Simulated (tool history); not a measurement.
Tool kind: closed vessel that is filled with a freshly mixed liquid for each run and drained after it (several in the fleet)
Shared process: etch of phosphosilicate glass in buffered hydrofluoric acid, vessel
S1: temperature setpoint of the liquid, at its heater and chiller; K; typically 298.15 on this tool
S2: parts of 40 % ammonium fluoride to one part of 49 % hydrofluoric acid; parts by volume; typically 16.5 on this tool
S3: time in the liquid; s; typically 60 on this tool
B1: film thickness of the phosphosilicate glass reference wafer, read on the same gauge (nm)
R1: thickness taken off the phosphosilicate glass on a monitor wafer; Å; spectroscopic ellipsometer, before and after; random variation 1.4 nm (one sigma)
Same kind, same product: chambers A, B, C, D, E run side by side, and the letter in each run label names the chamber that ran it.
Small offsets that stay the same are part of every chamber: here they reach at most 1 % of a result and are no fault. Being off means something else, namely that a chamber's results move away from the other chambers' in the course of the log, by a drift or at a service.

Run 1B, day 0.321: usual settings; B1 150.01. Result: R1 2364.5 Å.
Run 2A, day 0.675: usual settings; B1 150. Result: R1 2378.1 Å.
Run 3C, day 1.133: usual settings; B1 150. Result: R1 2402.1 Å.
Run 4E, day 1.704: usual settings; B1 149.99. Result: R1 2360.8 Å.
Run 5D, day 2.058: usual settings; B1 149.97. Result: R1 2379.5 Å.
Run 6A, day 2.375: usual settings but S2 12 parts by volume; B1 149.99. Result: R1 3248 Å.
Run 7B, day 2.762: usual settings but S2 12 parts by volume; B1 149.99. Result: R1 3215.4 Å.
Run 8C, day 3.075: usual settings but S2 12 parts by volume; B1 149.99. Result: R1 3241.7 Å.
Run 9E, day 3.604: usual settings but S2 12 parts by volume; B1 150. Result: R1 3231.1 Å.
Run 10D, day 4.162: usual settings but S2 12 parts by volume; B1 150.01. Result: R1 3271.2 Å.
Run 11B, day 4.679: usual settings; B1 149.98. Result: R1 2359.8 Å.
Run 12A, day 4.95: usual settings but S2 19.5 parts by volume; B1 149.96. Result: R1 2034.2 Å.
Run 13E, day 5.25: usual settings but S2 19.5 parts by volume; B1 150. Result: R1 2011.4 Å.
Run 14C, day 5.729: usual settings but S2 19.5 parts by volume; B1 150.01. Result: R1 1999.6 Å.
Run 15D, day 6.142: usual settings but S2 19.5 parts by volume; B1 149.98. Result: R1 2024.5 Å.
At day 6.462: chamber C: thermometer replaced.
Run 16E, day 6.675: usual settings but S2 19.5 parts by volume; B1 150.02. Result: R1 2008.1 Å.
Run 17D, day 7.017: usual settings; B1 149.98. Result: R1 2423.7 Å.
At day 7.271: chamber E: thermometer replaced.
Run 18A, day 7.533: usual settings; B1 150. Result: R1 2382.2 Å.
Run 19B, day 7.95: usual settings; B1 150. Result: R1 2397.9 Å.
Run 20C, day 8.417: usual settings; B1 150.03. Result: R1 2409.5 Å.
Run 21E, day 8.983: usual settings; B1 150.01. Result: R1 2368 Å.
Run 22B, day 9.55: usual settings; B1 149.98. Result: R1 2364.3 Å.
Run 23C, day 9.962: usual settings; B1 150. Result: R1 2368 Å.
Run 24A, day 10.525: usual settings but S2 13 parts by volume, S3 85 s; B1 149.99. Result: R1 4234.5 Å.
Run 25D, day 10.875: usual settings but S2 13 parts by volume, S3 85 s; B1 149.99. Result: R1 4283.3 Å.
Run 26C, day 11.442: usual settings but S2 13 parts by volume, S3 85 s; B1 150. Result: R1 4277.1 Å.
Run 27D, day 11.912: usual settings but S2 13 parts by volume, S3 85 s; B1 149.99. Result: R1 4360 Å.
Run 28A, day 12.179: usual settings but S2 13 parts by volume, S3 85 s; B1 150.01. Result: R1 4275.5 Å.
Run 29E, day 12.525: usual settings; B1 149.99. Result: R1 2353.9 Å.
Run 30B, day 12.929: usual settings; B1 150.01. Result: R1 2372.5 Å.
Run 31C, day 13.404: usual settings; B1 150.02. Result: R1 2384.3 Å.
Run 32D, day 13.671: usual settings; B1 150.03. Result: R1 2406.7 Å.
Run 33E, day 14.104: usual settings; B1 149.99. Result: R1 2374.5 Å.
Run 34B, day 14.462: usual settings; B1 149.99. Result: R1 2393.2 Å.
Run 35A, day 14.717: usual settings but S1 296.15 K, S3 45 s; B1 150. Result: R1 1608.8 Å.
Run 36A, day 15.071: usual settings but S1 296.15 K, S3 45 s; B1 149.98. Result: R1 1617.8 Å.
At day 15.217: chamber D: hydrofluoric acid flow meter replaced.
Run 37D, day 15.496: usual settings but S1 296.15 K, S3 45 s; B1 150. Result: R1 1599.2 Å.
Run 38B, day 15.767: usual settings but S1 296.15 K, S3 45 s; B1 150.01. Result: R1 1605.3 Å.

The same settings go to every chamber for the next run, one line per chamber below. Forecast the results for each:
Run 39A, day 16.183: usual settings. Result: R1 ?.
Run 39B, day 16.183: usual settings. Result: R1 ?.
Run 39C, day 16.183: usual settings. Result: R1 ?.
Run 39D, day 16.183: usual settings. Result: R1 ?.
Run 39E, day 16.183: usual settings. Result: R1 ?.

run      R1
39A  2391.5
39B  2378.6
39C  2386.3
39D  2383.1
39E  2355.7

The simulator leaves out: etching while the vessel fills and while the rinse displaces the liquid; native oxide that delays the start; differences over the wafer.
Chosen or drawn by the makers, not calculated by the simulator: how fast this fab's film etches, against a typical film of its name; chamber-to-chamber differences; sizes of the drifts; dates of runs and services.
